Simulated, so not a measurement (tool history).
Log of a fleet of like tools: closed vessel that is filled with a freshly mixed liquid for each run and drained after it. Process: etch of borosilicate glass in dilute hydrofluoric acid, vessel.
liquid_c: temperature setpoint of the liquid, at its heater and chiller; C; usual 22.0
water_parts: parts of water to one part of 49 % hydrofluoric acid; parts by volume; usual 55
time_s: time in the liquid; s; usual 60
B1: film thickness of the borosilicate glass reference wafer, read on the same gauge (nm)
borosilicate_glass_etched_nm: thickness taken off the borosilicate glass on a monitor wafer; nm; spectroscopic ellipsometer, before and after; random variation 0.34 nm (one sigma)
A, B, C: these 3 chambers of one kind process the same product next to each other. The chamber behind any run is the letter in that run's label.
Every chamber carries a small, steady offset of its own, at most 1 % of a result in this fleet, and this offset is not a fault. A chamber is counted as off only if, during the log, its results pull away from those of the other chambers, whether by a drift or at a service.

{"run": "1A", "day": 0.179, "liquid_c": 22.0, "water_parts": 55, "time_s": 60, "B1": 50.023, "borosilicate_glass_etched_nm": 40.648}
{"run": "2C", "day": 0.383, "liquid_c": 22.0, "water_parts": 55, "time_s": 60, "B1": 49.988, "borosilicate_glass_etched_nm": 39.488}
{"run": "3B", "day": 0.675, "liquid_c": 22.0, "water_parts": 55, "time_s": 60, "B1": 50.006, "borosilicate_glass_etched_nm": 39.772}
{"run": "4C", "day": 0.896, "liquid_c": 22.0, "water_parts": 55, "time_s": 60, "B1": 49.99, "borosilicate_glass_etched_nm": 39.865}
{"run": "5B", "day": 1.038, "liquid_c": 18.5, "water_parts": 80, "time_s": 60, "B1": 50.022, "borosilicate_glass_etched_nm": 22.654}
{"run": "6A", "day": 1.262, "liquid_c": 18.5, "water_parts": 80, "time_s": 60, "B1": 50.024, "borosilicate_glass_etched_nm": 23.306}
{"run": "7A", "day": 1.425, "liquid_c": 18.5, "water_parts": 80, "time_s": 60, "B1": 50.013, "borosilicate_glass_etched_nm": 23.016}
{"run": "8B", "day": 1.588, "liquid_c": 19.0, "water_parts": 55, "time_s": 60, "B1": 50.009, "borosilicate_glass_etched_nm": 35.073}
{"run": "9C", "day": 1.771, "liquid_c": 19.0, "water_parts": 55, "time_s": 60, "B1": 49.995, "borosilicate_glass_etched_nm": 35.292}
{"run": "10C", "day": 2.05, "liquid_c": 19.0, "water_parts": 55, "time_s": 60, "B1": 50.019, "borosilicate_glass_etched_nm": 35.513}
{"run": "11A", "day": 2.325, "liquid_c": 22.0, "water_parts": 55, "time_s": 60, "B1": 50.004, "borosilicate_glass_etched_nm": 40.45}
{"run": "12B", "day": 2.467, "liquid_c": 22.0, "water_parts": 55, "time_s": 60, "B1": 50.015, "borosilicate_glass_etched_nm": 40.597}
{"day": 2.529, "done": "chamber C: thermometer replaced"}
{"run": "13A", "day": 2.675, "liquid_c": 22.0, "water_parts": 55, "time_s": 60, "B1": 49.998, "borosilicate_glass_etched_nm": 40.404}
{"run": "14B", "day": 2.875, "liquid_c": 22.0, "water_parts": 55, "time_s": 60, "B1": 49.984, "borosilicate_glass_etched_nm": 40.837}
{"run": "15C", "day": 3.188, "liquid_c": 22.0, "water_parts": 55, "time_s": 60, "B1": 49.983, "borosilicate_glass_etched_nm": 39.762}
{"run": "16B", "day": 3.488, "liquid_c": 22.0, "water_parts": 55, "time_s": 60, "B1": 49.984, "borosilicate_glass_etched_nm": 40.791}
{"run": "17C", "day": 3.662, "liquid_c": 22.0, "water_parts": 55, "time_s": 60, "B1": 49.998, "borosilicate_glass_etched_nm": 39.985}
{"run": "18A", "day": 3.8, "liquid_c": 22.0, "water_parts": 55, "time_s": 60, "B1": 50.027, "borosilicate_glass_etched_nm": 40.23}
{"run": "19C", "day": 3.942, "liquid_c": 22.0, "water_parts": 55, "time_s": 60, "B1": 50.013, "borosilicate_glass_etched_nm": 39.947}
{"day": 3.95, "done": "chamber B: thermometer replaced"}
{"run": "20A", "day": 4.158, "liquid_c": 22.0, "water_parts": 55, "time_s": 60, "B1": 49.979, "borosilicate_glass_etched_nm": 40.264}
{"run": "21B", "day": 4.354, "liquid_c": 22.0, "water_parts": 55, "time_s": 60, "B1": 50.033, "borosilicate_glass_etched_nm": 41.656}
{"run": "22B", "day": 4.671, "liquid_c": 22.0, "water_parts": 55, "time_s": 60, "B1": 49.986, "borosilicate_glass_etched_nm": 42.359}
{"run": "23A", "day": 4.838, "liquid_c": 22.0, "water_parts": 85, "time_s": 60, "B1": 50.026, "borosilicate_glass_etched_nm": 24.981}
{"run": "24C", "day": 5.146, "liquid_c": 22.0, "water_parts": 85, "time_s": 60, "B1": 49.988, "borosilicate_glass_etched_nm": 25.211}
{"run": "25B", "day": 5.333, "liquid_c": 22.0, "water_parts": 85, "time_s": 60, "B1": 50.004, "borosilicate_glass_etched_nm": 26.462}
{"run": "26C", "day": 5.504, "liquid_c": 27.0, "water_parts": 55, "time_s": 40, "B1": 50.004, "borosilicate_glass_etched_nm": 32.773}
{"run": "27A", "day": 5.708, "liquid_c": 27.0, "water_parts": 55, "time_s": 40, "B1": 49.979, "borosilicate_glass_etched_nm": 33.211}
{"run": "28B", "day": 5.875, "liquid_c": 27.0, "water_parts": 55, "time_s": 40, "B1": 50.007, "borosilicate_glass_etched_nm": 34.494}
{"run": "29A", "day": 6.175, "liquid_c": 22.0, "water_parts": 55, "time_s": 60, "B1": 50.03, "borosilicate_glass_etched_nm": 41.078}
{"run": "30C", "day": 6.479, "liquid_c": 22.0, "water_parts": 55, "time_s": 60, "B1": 50.006, "borosilicate_glass_etched_nm": 40.454}
{"run": "31B", "day": 6.658, "liquid_c": 22.0, "water_parts": 55, "time_s": 60, "B1": 50.015, "borosilicate_glass_etched_nm": 42.594}
{"run": "32C", "day": 6.942, "liquid_c": 22.0, "water_parts": 55, "time_s": 60, "B1": 50.002, "borosilicate_glass_etched_nm": 40.577}
{"run": "33A", "day": 7.096, "liquid_c": 22.0, "water_parts": 55, "time_s": 60, "B1": 50.022, "borosilicate_glass_etched_nm": 40.393}

Predict what each chamber gives when all 3 of them run the settings below next.
{"run": "34A", "day": 7.325, "liquid_c": 22.0, "water_parts": 55, "time_s": 60, "borosilicate_glass_etched_nm": "?"}
{"run": "34B", "day": 7.325, "liquid_c": 22.0, "water_parts": 55, "time_s": 60, "borosilicate_glass_etched_nm": "?"}
{"run": "34C", "day": 7.325, "liquid_c": 22.0, "water_parts": 55, "time_s": 60, "borosilicate_glass_etched_nm": "?"}

run=34A borosilicate_glass_etched_nm=40.184
run=34B borosilicate_glass_etched_nm=43.370
run=34C borosilicate_glass_etched_nm=40.346

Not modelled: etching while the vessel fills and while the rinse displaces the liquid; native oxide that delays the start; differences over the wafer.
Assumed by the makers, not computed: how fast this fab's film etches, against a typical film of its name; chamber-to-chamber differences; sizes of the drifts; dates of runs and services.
